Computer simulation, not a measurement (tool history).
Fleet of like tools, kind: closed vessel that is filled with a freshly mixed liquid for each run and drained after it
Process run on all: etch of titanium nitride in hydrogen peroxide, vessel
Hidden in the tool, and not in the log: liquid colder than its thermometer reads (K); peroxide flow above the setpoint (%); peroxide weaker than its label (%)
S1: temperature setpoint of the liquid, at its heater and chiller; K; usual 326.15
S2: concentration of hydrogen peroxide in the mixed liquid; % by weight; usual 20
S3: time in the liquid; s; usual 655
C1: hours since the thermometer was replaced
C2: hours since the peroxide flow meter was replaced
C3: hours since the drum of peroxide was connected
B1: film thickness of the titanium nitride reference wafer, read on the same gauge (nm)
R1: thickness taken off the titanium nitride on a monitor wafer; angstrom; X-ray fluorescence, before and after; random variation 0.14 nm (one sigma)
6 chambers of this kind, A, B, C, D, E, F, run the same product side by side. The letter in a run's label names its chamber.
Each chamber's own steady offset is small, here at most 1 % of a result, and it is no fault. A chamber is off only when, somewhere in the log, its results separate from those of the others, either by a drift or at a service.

run   hour      S1    S2   S3      C1      C2     C3      B1      R1
 1E    2.8  326.15    20  655   792.4  1847.8  237.6  99.965  202.38
 2A    6.5  326.15    20  655   688.3   504.7  436.1  100.01  201.33
 3D   12.5  326.15    20  655  2118.2   394.9  137.3  99.998  199.32
 4B   15.4  326.15    20  655   103.2   266.7  644.6  100.03  199.57
      18.2  -- chamber E: peroxide flow meter replaced
 5C   19.5  326.15    20  655  1376.9  1364.4  403.5  99.981  204.21
 6F     25  326.15    20  655  2920.2      63  313.9  99.979  199.74
      26.9  -- chamber D: thermometer replaced
 7E   30.3  326.15    20  655   819.9    12.2  265.1  99.996  202.24
 8A     34  326.15    20  655   715.8   532.2  463.6  99.971  204.63
 9B   37.5  326.15    20  655   125.3   288.8  666.7  99.947  198.08
10D   42.1  326.15    20  655    15.2   424.5  166.9  99.988  203.37
11F   45.9  326.15    20  655  2941.1    83.9  334.8  100.02  199.19
12C   50.4  326.15    20  655  1407.8  1395.3  434.4  99.972  201.18
13B   54.1  326.15    20  655   141.9   305.4  683.3  100.01  200.75
14D   58.1  326.15    20  655    31.2   440.5  182.9  100.02  201.74
15F   61.9  326.15    20  655  2957.1    99.9  350.8  100.01  200.27
16E   66.8  326.15    20  655   856.4    48.7  301.6     100  201.91
17C   71.2  326.15    20  655  1428.6  1416.1  455.2  99.972  202.16
18A   74.9  326.15    20  655   756.7   573.1  504.5  100.04  202.83
19A   81.1  330.65  25.5  655   762.9   579.3  510.7  100.03   292.2
20D   85.8  330.65  25.5  655    58.9   468.2  210.6  99.982  289.68
21C     90  330.65  25.5  655  1447.4  1434.9    474  99.984   292.5
22B   94.4  330.65  25.5  655   182.2   345.7  723.6     100  294.51
23F   97.3  330.65  25.5  655  2992.5   135.3  386.2  100.02  287.34
24E  101.6  330.65  25.5  655   891.2    83.5  336.4     100  292.98
25A    105  326.15    20  655   786.8   603.2  534.6     100  197.51
     107.3  -- chamber E: new drum of peroxide connected
26E  107.8  326.15    20  655   897.4    89.7    0.5  100.05  204.55
27C    111  326.15    20  655  1468.4  1455.9    495  100.01  199.61
28B  116.9  326.15    20  655   204.7   368.2  746.1  99.975  200.72
29F  121.5  326.15    20  655  3016.7   159.5  410.4  100.01  200.14
30D  127.6  326.15    20  655   100.7     510  252.4  100.02  198.85
     129.2  -- chamber F: thermometer replaced
31E  132.4  326.15    20  655     922   114.3   25.1     100  203.18
32A  135.4  321.15    22  655   817.2   633.6    565     100  137.98
33F  138.2  321.15    22  655     9.1   176.2  427.1  99.976  142.62
34D  142.5  321.15    22  655   115.6   524.9  267.3  100.02  144.51
35B  145.7  321.15    22  655   233.5     397  774.9  100.03   143.4
36C  149.5  321.15    22  655  1506.9  1494.4  533.5  100.01  142.75
37E  154.2  321.15    22  655   943.8   136.1   46.9   99.98   144.9
38D  160.3  326.15    20  655   133.4   542.7  285.1  99.999  203.49
39C  165.9  326.15    20  655  1523.3  1510.8  549.9  100.01  200.89
40F  169.2  326.15    20  655    40.1   207.2  458.1  100.04  199.38
41B  172.2  326.15    20  655     260   423.5  801.4  99.997  201.23
42A  175.2  326.15    20  655     857   673.4  604.8  99.984  188.06

Next, all 6 chambers run the settings below, one line each with question marks for the results. What does each chamber give?
43A  179.6  326.15  20  655                   ?
43B  179.6  326.15  20  655                   ?
43C  179.6  326.15  20  655                   ?
43D  179.6  326.15  20  655                   ?
43E  179.6  326.15  20  655                   ?
43F  179.6  326.15  20  655                   ?

run      R1
43A  188.16
43B   201.9
43C  202.06
43D  200.07
43E  204.91
43F  201.21
